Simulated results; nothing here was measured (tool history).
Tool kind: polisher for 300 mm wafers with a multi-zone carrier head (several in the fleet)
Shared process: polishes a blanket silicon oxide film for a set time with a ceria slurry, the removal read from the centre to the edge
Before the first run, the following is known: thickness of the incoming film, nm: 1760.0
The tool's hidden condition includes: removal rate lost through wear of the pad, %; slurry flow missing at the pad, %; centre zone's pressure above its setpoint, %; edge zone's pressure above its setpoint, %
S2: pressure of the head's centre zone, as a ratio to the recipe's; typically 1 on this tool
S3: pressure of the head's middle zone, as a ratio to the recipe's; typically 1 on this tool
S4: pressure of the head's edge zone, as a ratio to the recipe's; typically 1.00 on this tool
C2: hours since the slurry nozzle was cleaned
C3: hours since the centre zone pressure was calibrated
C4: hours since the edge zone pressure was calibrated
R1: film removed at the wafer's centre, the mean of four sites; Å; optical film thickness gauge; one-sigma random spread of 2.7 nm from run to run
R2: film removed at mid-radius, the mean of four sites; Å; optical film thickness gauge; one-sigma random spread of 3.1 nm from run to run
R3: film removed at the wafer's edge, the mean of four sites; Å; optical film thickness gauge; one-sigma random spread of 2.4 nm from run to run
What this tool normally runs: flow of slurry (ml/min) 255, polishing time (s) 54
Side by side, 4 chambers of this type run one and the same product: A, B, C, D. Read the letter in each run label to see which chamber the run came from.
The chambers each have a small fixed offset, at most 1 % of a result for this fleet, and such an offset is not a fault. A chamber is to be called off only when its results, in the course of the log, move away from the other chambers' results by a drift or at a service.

{"run": "1C", "day": 0.096, "flow of slurry (ml/min)": 255, "S2": 1, "S3": 1, "S4": 1.0, "polishing time (s)": 54, "wafers polished on this pad": 434, "C2": 44.0, "C3": 676.4, "C4": 351.6, "R1": 2327.1, "R2": 2335.2, "R3": 2272.3}
{"run": "2B", "day": 0.275, "flow of slurry (ml/min)": 255, "S2": 1, "S3": 1, "S4": 1.0, "polishing time (s)": 54, "wafers polished on this pad": 874, "C2": 366.8, "C3": 935.1, "C4": 40.4, "R1": 2276.1, "R2": 2292.1, "R3": 2270.4}
{"run": "3D", "day": 0.417, "flow of slurry (ml/min)": 255, "S2": 1, "S3": 1, "S4": 1.0, "polishing time (s)": 54, "wafers polished on this pad": 1035, "C2": 81.4, "C3": 560.5, "C4": 752.0, "R1": 2228.9, "R2": 2280.3, "R3": 2273.0}
{"run": "4A", "day": 0.55, "flow of slurry (ml/min)": 255, "S2": 1, "S3": 1, "S4": 1.0, "polishing time (s)": 54, "wafers polished on this pad": 702, "C2": 216.1, "C3": 1214.4, "C4": 72.8, "R1": 2299.7, "R2": 2310.7, "R3": 2307.2}
{"run": "5B", "day": 0.717, "flow of slurry (ml/min)": 255, "S2": 1, "S3": 1, "S4": 1.0, "polishing time (s)": 54, "wafers polished on this pad": 977, "C2": 377.4, "C3": 945.7, "C4": 51.0, "R1": 2291.0, "R2": 2266.4, "R3": 2284.1}
{"day": 0.779, "done": "chamber C: worn pad replaced by a new one"}
{"day": 0.912, "done": "chamber D: worn pad replaced by a new one"}
{"run": "6D", "day": 0.917, "flow of slurry (ml/min)": 255, "S2": 1, "S3": 1, "S4": 1.0, "polishing time (s)": 54, "wafers polished on this pad": 1, "C2": 93.4, "C3": 572.5, "C4": 764.0, "R1": 2308.4, "R2": 2267.9, "R3": 2288.0}
{"run": "7A", "day": 1.125, "flow of slurry (ml/min)": 255, "S2": 1, "S3": 1, "S4": 1.0, "polishing time (s)": 54, "wafers polished on this pad": 836, "C2": 229.9, "C3": 1228.2, "C4": 86.6, "R1": 2274.4, "R2": 2339.5, "R3": 2316.8}
{"run": "8C", "day": 1.229, "flow of slurry (ml/min)": 255, "S2": 1, "S3": 1, "S4": 1.0, "polishing time (s)": 54, "wafers polished on this pad": 105, "C2": 71.2, "C3": 703.6, "C4": 378.8, "R1": 2321.2, "R2": 2357.8, "R3": 2341.2}
{"run": "9D", "day": 1.358, "flow of slurry (ml/min)": 255, "S2": 1, "S3": 1, "S4": 1.0, "polishing time (s)": 54, "wafers polished on this pad": 104, "C2": 104.0, "C3": 583.1, "C4": 774.6, "R1": 2253.5, "R2": 2262.8, "R3": 2280.8}
{"run": "10B", "day": 1.492, "flow of slurry (ml/min)": 255, "S2": 1, "S3": 1, "S4": 1.0, "polishing time (s)": 54, "wafers polished on this pad": 1158, "C2": 396.0, "C3": 964.3, "C4": 69.6, "R1": 2309.1, "R2": 2293.2, "R3": 2282.0}
{"day": 1.6, "done": "chamber A: worn pad replaced by a new one"}
{"run": "11C", "day": 1.65, "flow of slurry (ml/min)": 255, "S2": 1, "S3": 1, "S4": 1.0, "polishing time (s)": 54, "wafers polished on this pad": 204, "C2": 81.3, "C3": 713.7, "C4": 388.9, "R1": 2277.4, "R2": 2281.3, "R3": 2282.7}
{"run": "12A", "day": 1.779, "flow of slurry (ml/min)": 255, "S2": 1, "S3": 1, "S4": 1.0, "polishing time (s)": 54, "wafers polished on this pad": 42, "C2": 245.6, "C3": 1243.9, "C4": 102.3, "R1": 2298.5, "R2": 2255.9, "R3": 2291.1}
{"day": 1.788, "done": "chamber B: worn pad replaced by a new one"}
{"day": 1.808, "done": "chamber D: centre zone pressure recalibrated"}
{"run": "13D", "day": 1.867, "flow of slurry (ml/min)": 255, "S2": 1, "S3": 1, "S4": 0.92, "polishing time (s)": 54, "wafers polished on this pad": 223, "C2": 116.2, "C3": 1.5, "C4": 786.8, "R1": 2468.5, "R2": 2260.4, "R3": 2250.4}
{"run": "14B", "day": 2.008, "flow of slurry (ml/min)": 255, "S2": 1, "S3": 1, "S4": 0.92, "polishing time (s)": 54, "wafers polished on this pad": 52, "C2": 408.4, "C3": 976.7, "C4": 82.0, "R1": 2283.7, "R2": 2293.8, "R3": 2185.1}
{"run": "15A", "day": 2.175, "flow of slurry (ml/min)": 255, "S2": 1, "S3": 1, "S4": 0.92, "polishing time (s)": 54, "wafers polished on this pad": 134, "C2": 255.1, "C3": 1253.4, "C4": 111.8, "R1": 2288.9, "R2": 2268.9, "R3": 2206.5}
{"day": 2.3, "done": "chamber A: centre zone pressure recalibrated"}
{"run": "16C", "day": 2.321, "flow of slurry (ml/min)": 255, "S2": 1, "S3": 1, "S4": 0.92, "polishing time (s)": 54, "wafers polished on this pad": 360, "C2": 97.4, "C3": 729.8, "C4": 405.0, "R1": 2340.0, "R2": 2307.6, "R3": 2186.3}
{"run": "17B", "day": 2.517, "flow of slurry (ml/min)": 255, "S2": 1, "S3": 1, "S4": 1.0, "polishing time (s)": 54, "wafers polished on this pad": 170, "C2": 420.6, "C3": 988.9, "C4": 94.2, "R1": 2261.4, "R2": 2319.6, "R3": 2238.7}
{"day": 2.554, "done": "chamber D: edge zone pressure recalibrated"}
{"run": "18C", "day": 2.712, "flow of slurry (ml/min)": 255, "S2": 1, "S3": 1, "S4": 1.0, "polishing time (s)": 54, "wafers polished on this pad": 452, "C2": 106.8, "C3": 739.2, "C4": 414.4, "R1": 2335.1, "R2": 2269.8, "R3": 2322.9}
{"run": "19D", "day": 2.829, "flow of slurry (ml/min)": 255, "S2": 1, "S3": 1, "S4": 1.0, "polishing time (s)": 54, "wafers polished on this pad": 448, "C2": 139.3, "C3": 24.6, "C4": 6.6, "R1": 2413.3, "R2": 2305.3, "R3": 2300.5}
{"run": "20A", "day": 2.979, "flow of slurry (ml/min)": 255, "S2": 1, "S3": 1, "S4": 1.0, "polishing time (s)": 54, "wafers polished on this pad": 322, "C2": 274.4, "C3": 16.3, "C4": 131.1, "R1": 2256.5, "R2": 2362.8, "R3": 2290.6}
{"run": "21D", "day": 3.121, "flow of slurry (ml/min)": 255, "S2": 1, "S3": 1, "S4": 1.0, "polishing time (s)": 54, "wafers polished on this pad": 516, "C2": 146.3, "C3": 31.6, "C4": 13.6, "R1": 2419.7, "R2": 2274.5, "R3": 2265.0}
{"day": 3.196, "done": "chamber C: worn pad replaced by a new one"}
{"run": "22A", "day": 3.233, "flow of slurry (ml/min)": 255, "S2": 1, "S3": 1, "S4": 1.0, "polishing time (s)": 54, "wafers polished on this pad": 381, "C2": 280.5, "C3": 22.4, "C4": 137.2, "R1": 2277.5, "R2": 2317.3, "R3": 2275.3}
{"run": "23B", "day": 3.354, "flow of slurry (ml/min)": 255, "S2": 1, "S3": 1, "S4": 1.0, "polishing time (s)": 54, "wafers polished on this pad": 366, "C2": 440.7, "C3": 1009.0, "C4": 114.3, "R1": 2284.8, "R2": 2270.5, "R3": 2249.5}
{"run": "24C", "day": 3.508, "flow of slurry (ml/min)": 255, "S2": 1, "S3": 1, "S4": 1.0, "polishing time (s)": 67, "wafers polished on this pad": 73, "C2": 125.9, "C3": 758.3, "C4": 433.5, "R1": 2845.4, "R2": 2834.8, "R3": 2834.0}
{"run": "25B", "day": 3.683, "flow of slurry (ml/min)": 255, "S2": 1, "S3": 1, "S4": 1.0, "polishing time (s)": 67, "wafers polished on this pad": 443, "C2": 448.6, "C3": 1016.9, "C4": 122.2, "R1": 2788.4, "R2": 2854.0, "R3": 2807.6}
{"run": "26C", "day": 3.842, "flow of slurry (ml/min)": 255, "S2": 1, "S3": 1, "S4": 1.0, "polishing time (s)": 67, "wafers polished on this pad": 151, "C2": 133.9, "C3": 766.3, "C4": 441.5, "R1": 2875.4, "R2": 2816.2, "R3": 2812.0}
{"run": "27A", "day": 4.025, "flow of slurry (ml/min)": 255, "S2": 1, "S3": 1, "S4": 1.0, "polishing time (s)": 67, "wafers polished on this pad": 566, "C2": 299.5, "C3": 41.4, "C4": 156.2, "R1": 2876.3, "R2": 2805.0, "R3": 2853.1}
{"day": 4.05, "done": "chamber A: slurry nozzle cleaned"}
{"run": "28D", "day": 4.162, "flow of slurry (ml/min)": 255, "S2": 1, "S3": 1, "S4": 1.0, "polishing time (s)": 54, "wafers polished on this pad": 759, "C2": 171.3, "C3": 56.6, "C4": 38.6, "R1": 2429.8, "R2": 2249.7, "R3": 2306.4}
{"run": "29B", "day": 4.342, "flow of slurry (ml/min)": 255, "S2": 1, "S3": 1, "S4": 1.0, "polishing time (s)": 54, "wafers polished on this pad": 596, "C2": 464.4, "C3": 1032.7, "C4": 138.0, "R1": 2270.5, "R2": 2338.0, "R3": 2317.8}
{"run": "30C", "day": 4.5, "flow of slurry (ml/min)": 255, "S2": 1, "S3": 1, "S4": 1.0, "polishing time (s)": 54, "wafers polished on this pad": 305, "C2": 149.7, "C3": 782.1, "C4": 457.3, "R1": 2273.9, "R2": 2274.4, "R3": 2347.9}
{"run": "31D", "day": 4.671, "flow of slurry (ml/min)": 255, "S2": 1, "S3": 1, "S4": 1.0, "polishing time (s)": 54, "wafers polished on this pad": 878, "C2": 183.5, "C3": 68.8, "C4": 50.8, "R1": 2457.2, "R2": 2298.5, "R3": 2291.9}
{"run": "32A", "day": 4.846, "flow of slurry (ml/min)": 255, "S2": 1, "S3": 1, "S4": 1.0, "polishing time (s)": 54, "wafers polished on this pad": 758, "C2": 19.2, "C3": 61.1, "C4": 175.9, "R1": 2308.1, "R2": 2256.7, "R3": 2258.8}
{"run": "33A", "day": 4.958, "flow of slurry (ml/min)": 255, "S2": 1, "S3": 1, "S4": 1.0, "polishing time (s)": 54, "wafers polished on this pad": 784, "C2": 21.9, "C3": 63.8, "C4": 178.6, "R1": 2282.8, "R2": 2265.5, "R3": 2284.9}
{"run": "34C", "day": 5.129, "flow of slurry (ml/min)": 255, "S2": 1, "S3": 1, "S4": 1.0, "polishing time (s)": 54, "wafers polished on this pad": 452, "C2": 164.8, "C3": 797.2, "C4": 472.4, "R1": 2286.4, "R2": 2299.8, "R3": 2292.2}
{"run": "35B", "day": 5.3, "flow of slurry (ml/min)": 255, "S2": 1, "S3": 1, "S4": 1.0, "polishing time (s)": 54, "wafers polished on this pad": 820, "C2": 487.4, "C3": 1055.7, "C4": 161.0, "R1": 2326.6, "R2": 2298.4, "R3": 2273.2}
{"run": "36D", "day": 5.412, "flow of slurry (ml/min)": 255, "S2": 1, "S3": 1, "S4": 1.0, "polishing time (s)": 54, "wafers polished on this pad": 1051, "C2": 201.3, "C3": 86.6, "C4": 68.6, "R1": 2452.3, "R2": 2318.9, "R3": 2262.3}
{"run": "37B", "day": 5.546, "flow of slurry (ml/min)": 255, "S2": 1, "S3": 1, "S4": 1.0, "polishing time (s)": 54, "wafers polished on this pad": 878, "C2": 493.3, "C3": 1061.6, "C4": 166.9, "R1": 2270.8, "R2": 2271.7, "R3": 2284.1}
{"run": "38A", "day": 5.717, "flow of slurry (ml/min)": 255, "S2": 1, "S3": 1, "S4": 1.0, "polishing time (s)": 54, "wafers polished on this pad": 961, "C2": 40.1, "C3": 82.0, "C4": 196.8, "R1": 2333.2, "R2": 2288.4, "R3": 2279.3}

All 4 chambers run these settings next. Forecast each chamber's results:
{"run": "39A", "day": 5.862, "flow of slurry (ml/min)": 255, "S2": 1, "S3": 1, "S4": 1.0, "polishing time (s)": 54, "R1": "?", "R2": "?", "R3": "?"}
{"run": "39B", "day": 5.862, "flow of slurry (ml/min)": 255, "S2": 1, "S3": 1, "S4": 1.0, "polishing time (s)": 54, "R1": "?", "R2": "?", "R3": "?"}
{"run": "39C", "day": 5.862, "flow of slurry (ml/min)": 255, "S2": 1, "S3": 1, "S4": 1.0, "polishing time (s)": 54, "R1": "?", "R2": "?", "R3": "?"}
{"run": "39D", "day": 5.862, "flow of slurry (ml/min)": 255, "S2": 1, "S3": 1, "S4": 1.0, "polishing time (s)": 54, "R1": "?", "R2": "?", "R3": "?"}

run=39A R1=2286.0 R2=2295.0 R3=2268.0
run=39B R1=2276.9 R2=2330.3 R3=2272.5
run=39C R1=2249.7 R2=2268.7 R3=2304.9
run=39D R1=2416.9 R2=2228.8 R3=2264.4

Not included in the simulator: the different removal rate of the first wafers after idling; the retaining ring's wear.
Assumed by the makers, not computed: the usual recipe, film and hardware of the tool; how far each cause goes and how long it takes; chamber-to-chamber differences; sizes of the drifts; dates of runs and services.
